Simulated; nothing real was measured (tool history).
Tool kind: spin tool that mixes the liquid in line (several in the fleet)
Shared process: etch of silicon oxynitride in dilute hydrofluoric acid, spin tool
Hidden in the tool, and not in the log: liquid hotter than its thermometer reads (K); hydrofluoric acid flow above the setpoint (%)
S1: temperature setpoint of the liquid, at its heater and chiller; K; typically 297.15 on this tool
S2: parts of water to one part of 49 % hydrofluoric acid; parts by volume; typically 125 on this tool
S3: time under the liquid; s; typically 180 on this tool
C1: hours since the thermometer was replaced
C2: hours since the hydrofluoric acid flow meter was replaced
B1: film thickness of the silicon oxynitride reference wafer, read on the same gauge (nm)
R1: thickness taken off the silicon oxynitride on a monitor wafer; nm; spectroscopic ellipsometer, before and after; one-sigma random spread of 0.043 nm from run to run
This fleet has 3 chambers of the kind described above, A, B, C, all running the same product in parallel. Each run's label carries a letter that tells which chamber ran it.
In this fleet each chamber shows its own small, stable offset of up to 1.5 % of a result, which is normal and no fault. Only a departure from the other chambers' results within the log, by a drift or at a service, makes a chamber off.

| run | hour | S1 | S2 | S3 | C1 | C2 | B1 | R1 |
|---|---|---|---|---|---|---|---|---|
| 1C | 11.9 | 297.15 | 125 | 180 | 934.2 | 106.5 | 130.02 | 6.633 |
| 2A | 19 | 297.15 | 125 | 180 | 936.8 | 633.2 | 130.02 | 6.7319 |
| 3B | 27.3 | 297.15 | 125 | 180 | 376.4 | 492 | 130.03 | 6.7613 |
| 4C | 43.3 | 297.15 | 125 | 180 | 965.6 | 137.9 | 130.01 | 6.6523 |
| 5A | 52.5 | 297.15 | 125 | 180 | 970.3 | 666.7 | 130.01 | 6.7764 |
| 6B | 60 | 297.15 | 125 | 180 | 409.1 | 524.7 | 130.01 | 6.8696 |
| 7A | 71.3 | 297.15 | 125 | 180 | 989.1 | 685.5 | 130.01 | 6.7001 |
| 8C | 79.1 | 297.15 | 65 | 120 | 1001.4 | 173.7 | 129.99 | 9.0413 |
| 9B | 86.2 | 297.15 | 65 | 120 | 435.3 | 550.9 | 129.99 | 9.309 |
| 10B | 94.4 | 297.15 | 65 | 120 | 443.5 | 559.1 | 130.01 | 9.2591 |
| 11C | 109 | 297.15 | 125 | 180 | 1031.3 | 203.6 | 129.99 | 6.7127 |
| 12A | 123.2 | 297.15 | 125 | 180 | 1041 | 737.4 | 129.99 | 6.7856 |
| 13C | 135.4 | 297.15 | 125 | 180 | 1057.7 | 230 | 129.98 | 6.6602 |
| 14A | 148 | 297.15 | 125 | 180 | 1065.8 | 762.2 | 130 | 6.7442 |
| 15B | 162.1 | 297.15 | 125 | 180 | 511.2 | 626.8 | 130.01 | 6.8582 |
| 16B | 169.2 | 297.15 | 125 | 180 | 518.3 | 633.9 | 130 | 6.889 |
| 17A | 180.2 | 297.15 | 125 | 180 | 1098 | 794.4 | 130.02 | 6.8012 |
| 18C | 194 | 297.15 | 125 | 180 | 1116.3 | 288.6 | 129.99 | 6.7009 |
| 19B | 203.5 | 297.15 | 125 | 180 | 552.6 | 668.2 | 129.97 | 6.8199 |
| 20A | 212.6 | 297.15 | 125 | 180 | 1130.4 | 826.8 | 129.99 | 6.8686 |
|  | 216.7 | chamber C: thermometer replaced |
| 21C | 225.8 | 297.15 | 125 | 180 | 9.2 | 320.4 | 130 | 6.6846 |
| 22B | 238 | 293.65 | 125 | 180 | 587.1 | 702.7 | 129.98 | 5.8273 |
| 23C | 247.4 | 293.65 | 125 | 180 | 30.8 | 342 | 130.02 | 5.6358 |
| 24A | 257.1 | 293.65 | 125 | 180 | 1174.9 | 871.3 | 130.02 | 5.852 |
| 25B | 266.8 | 297.15 | 125 | 180 | 615.9 | 731.5 | 130.02 | 6.8398 |
| 26A | 277.4 | 297.15 | 125 | 180 | 1195.2 | 891.6 | 129.99 | 6.9021 |
| 27C | 286.7 | 297.15 | 125 | 180 | 70.1 | 381.3 | 130.01 | 6.6111 |
| 28C | 296.3 | 297.15 | 125 | 180 | 79.7 | 390.9 | 130.01 | 6.6261 |
| 29B | 308.7 | 297.15 | 125 | 180 | 657.8 | 773.4 | 129.99 | 6.8644 |
| 30A | 317.6 | 297.15 | 125 | 180 | 1235.4 | 931.8 | 130.02 | 6.9854 |
| 31A | 328.9 | 297.15 | 125 | 180 | 1246.7 | 943.1 | 130 | 7.0407 |
| 32B | 340.7 | 297.15 | 125 | 180 | 689.8 | 805.4 | 130.01 | 6.81 |
| 33C | 356.2 | 297.15 | 125 | 180 | 139.6 | 450.8 | 130.02 | 6.6498 |
| 34C | 365.1 | 297.15 | 125 | 265 | 148.5 | 459.7 | 129.97 | 9.8707 |
| 35B | 379 | 297.15 | 125 | 265 | 728.1 | 843.7 | 130.03 | 10.136 |
| 36A | 387.7 | 297.15 | 125 | 265 | 1305.5 | 1001.9 | 129.97 | 10.384 |
| 37A | 402.2 | 297.15 | 125 | 180 | 1320 | 1016.4 | 130.02 | 7.0913 |
| 38B | 412.2 | 297.15 | 125 | 180 | 761.3 | 876.9 | 129.99 | 6.7953 |
| 39C | 422.9 | 297.15 | 125 | 180 | 206.3 | 517.5 | 130.01 | 6.691 |
| 40B | 431.7 | 297.15 | 125 | 180 | 780.8 | 896.4 | 129.96 | 6.8273 |
| 41C | 447.2 | 297.15 | 125 | 180 | 230.6 | 541.8 | 130.01 | 6.6425 |

All chambers now run identical settings, listed one chamber a line with results as question marks. What results will each chamber show?
| 42A | 459 | 297.15 | 125 | 180 |  |  |  | ? |
| 42B | 459 | 297.15 | 125 | 180 |  |  |  | ? |
| 42C | 459 | 297.15 | 125 | 180 |  |  |  | ? |

| run | R1 |
|---|---|
| 42A | 7.1283 |
| 42B | 6.838 |
| 42C | 6.6328 |
